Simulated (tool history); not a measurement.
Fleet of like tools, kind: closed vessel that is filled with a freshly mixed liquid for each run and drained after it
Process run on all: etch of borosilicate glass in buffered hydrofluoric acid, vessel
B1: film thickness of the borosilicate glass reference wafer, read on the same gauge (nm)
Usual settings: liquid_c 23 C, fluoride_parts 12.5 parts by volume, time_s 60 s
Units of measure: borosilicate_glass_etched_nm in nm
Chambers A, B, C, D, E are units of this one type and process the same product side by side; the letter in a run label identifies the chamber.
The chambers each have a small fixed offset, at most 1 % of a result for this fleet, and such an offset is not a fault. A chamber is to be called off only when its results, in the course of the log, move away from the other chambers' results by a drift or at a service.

run 1C hour=4.6 | liquid_c=23 fluoride_parts=12.5 time_s=60 | B1=109.97 | borosilicate_glass_etched_nm=56.964
run 2B hour=8.8 | liquid_c=23 fluoride_parts=12.5 time_s=60 | B1=110 | borosilicate_glass_etched_nm=55.576
run 3D hour=15 | liquid_c=23 fluoride_parts=12.5 time_s=60 | B1=109.99 | borosilicate_glass_etched_nm=57.365
run 4E hour=18.8 | liquid_c=23 fluoride_parts=12.5 time_s=60 | B1=110.03 | borosilicate_glass_etched_nm=56.396
run 5A hour=22 | liquid_c=26 fluoride_parts=14.5 time_s=60 | B1=110.03 | borosilicate_glass_etched_nm=57.591
run 6E hour=28.2 | liquid_c=26 fluoride_parts=14.5 time_s=60 | B1=109.99 | borosilicate_glass_etched_nm=57.246
run 7A hour=33.2 | liquid_c=26 fluoride_parts=14.5 time_s=60 | B1=109.98 | borosilicate_glass_etched_nm=57.895
run 8D hour=37.5 | liquid_c=26 fluoride_parts=14.5 time_s=60 | B1=110.02 | borosilicate_glass_etched_nm=58.434
run 9B hour=42.3 | liquid_c=26 fluoride_parts=14.5 time_s=60 | B1=109.98 | borosilicate_glass_etched_nm=56.7
run 10C hour=47.1 | liquid_c=23 fluoride_parts=12.5 time_s=60 | B1=110.01 | borosilicate_glass_etched_nm=55.931
run 11A hour=51.6 | liquid_c=23 fluoride_parts=12.5 time_s=60 | B1=109.98 | borosilicate_glass_etched_nm=57.895
run 12C hour=56.8 | liquid_c=23 fluoride_parts=12.5 time_s=60 | B1=110 | borosilicate_glass_etched_nm=56.159
run 13E hour=62.5 | liquid_c=23 fluoride_parts=12.5 time_s=60 | B1=109.99 | borosilicate_glass_etched_nm=56.19
run 14D hour=67.8 | liquid_c=23 fluoride_parts=12.5 time_s=60 | B1=110 | borosilicate_glass_etched_nm=57.628
run 15B hour=72.2 | liquid_c=23 fluoride_parts=12.5 time_s=60 | B1=110.03 | borosilicate_glass_etched_nm=55.953
-- hour=73.1 chamber B: thermometer replaced
run 16D hour=77.1 | liquid_c=26.5 fluoride_parts=12.5 time_s=60 | B1=110.01 | borosilicate_glass_etched_nm=68.505
run 17E hour=82 | liquid_c=26.5 fluoride_parts=12.5 time_s=60 | B1=110 | borosilicate_glass_etched_nm=68.771
run 18C hour=88.1 | liquid_c=26.5 fluoride_parts=12.5 time_s=60 | B1=109.97 | borosilicate_glass_etched_nm=67.052
run 19B hour=91.6 | liquid_c=26.5 fluoride_parts=12.5 time_s=60 | B1=110.01 | borosilicate_glass_etched_nm=67.066
run 20A hour=94.6 | liquid_c=26.5 fluoride_parts=12.5 time_s=60 | B1=109.96 | borosilicate_glass_etched_nm=67.987
run 21B hour=97.6 | liquid_c=23 fluoride_parts=12.5 time_s=60 | B1=109.99 | borosilicate_glass_etched_nm=55.774
run 22D hour=101.1 | liquid_c=23 fluoride_parts=12.5 time_s=60 | B1=110 | borosilicate_glass_etched_nm=56.878
run 23A hour=105.7 | liquid_c=23 fluoride_parts=14.5 time_s=60 | B1=109.96 | borosilicate_glass_etched_nm=48.709
run 24E hour=111.5 | liquid_c=23 fluoride_parts=14.5 time_s=60 | B1=110 | borosilicate_glass_etched_nm=48.448
run 25C hour=114.7 | liquid_c=23 fluoride_parts=14.5 time_s=60 | B1=110.03 | borosilicate_glass_etched_nm=47.979
run 26D hour=119.5 | liquid_c=23 fluoride_parts=14.5 time_s=60 | B1=110.01 | borosilicate_glass_etched_nm=49.187
run 27C hour=122.3 | liquid_c=23 fluoride_parts=14.5 time_s=60 | B1=109.99 | borosilicate_glass_etched_nm=47.759
run 28A hour=125.4 | liquid_c=23 fluoride_parts=12.5 time_s=60 | B1=110.01 | borosilicate_glass_etched_nm=56.374
run 29E hour=131.6 | liquid_c=23 fluoride_parts=12.5 time_s=60 | B1=110.01 | borosilicate_glass_etched_nm=56.615
run 30B hour=135.8 | liquid_c=23 fluoride_parts=12.5 time_s=60 | B1=109.98 | borosilicate_glass_etched_nm=56.27
run 31B hour=142 | liquid_c=23 fluoride_parts=12.5 time_s=60 | B1=110.01 | borosilicate_glass_etched_nm=56.497
run 32E hour=146.3 | liquid_c=23 fluoride_parts=12.5 time_s=60 | B1=110 | borosilicate_glass_etched_nm=57.067
run 33C hour=152.5 | liquid_c=23 fluoride_parts=12.5 time_s=60 | B1=110.02 | borosilicate_glass_etched_nm=54.573
run 34A hour=157.8 | liquid_c=23 fluoride_parts=12.5 time_s=60 | B1=109.94 | borosilicate_glass_etched_nm=58.083
run 35D hour=162.2 | liquid_c=23 fluoride_parts=12.5 time_s=60 | B1=109.98 | borosilicate_glass_etched_nm=58.171
run 36C hour=166.5 | liquid_c=23 fluoride_parts=12.5 time_s=60 | B1=110.03 | borosilicate_glass_etched_nm=54.28
run 37A hour=171 | liquid_c=23 fluoride_parts=12.5 time_s=60 | B1=109.97 | borosilicate_glass_etched_nm=56.899
run 38D hour=177.3 | liquid_c=23 fluoride_parts=12.5 time_s=60 | B1=109.99 | borosilicate_glass_etched_nm=56.859
run 39B hour=183.1 | liquid_c=23 fluoride_parts=12.5 time_s=60 | B1=110 | borosilicate_glass_etched_nm=55.518
run 40E hour=188.8 | liquid_c=23 fluoride_parts=12.5 time_s=60 | B1=110.02 | borosilicate_glass_etched_nm=57.121

All chambers now run identical settings, listed one chamber a line with results as question marks. What results will each chamber show?
run 41A hour=193.4 | liquid_c=23 fluoride_parts=12.5 time_s=60 | borosilicate_glass_etched_nm=?
run 41B hour=193.4 | liquid_c=23 fluoride_parts=12.5 time_s=60 | borosilicate_glass_etched_nm=?
run 41C hour=193.4 | liquid_c=23 fluoride_parts=12.5 time_s=60 | borosilicate_glass_etched_nm=?
run 41D hour=193.4 | liquid_c=23 fluoride_parts=12.5 time_s=60 | borosilicate_glass_etched_nm=?
run 41E hour=193.4 | liquid_c=23 fluoride_parts=12.5 time_s=60 | borosilicate_glass_etched_nm=?

run=41A borosilicate_glass_etched_nm=56.562
run=41B borosilicate_glass_etched_nm=55.587
run=41C borosilicate_glass_etched_nm=53.898
run=41D borosilicate_glass_etched_nm=57.768
run=41E borosilicate_glass_etched_nm=56.606

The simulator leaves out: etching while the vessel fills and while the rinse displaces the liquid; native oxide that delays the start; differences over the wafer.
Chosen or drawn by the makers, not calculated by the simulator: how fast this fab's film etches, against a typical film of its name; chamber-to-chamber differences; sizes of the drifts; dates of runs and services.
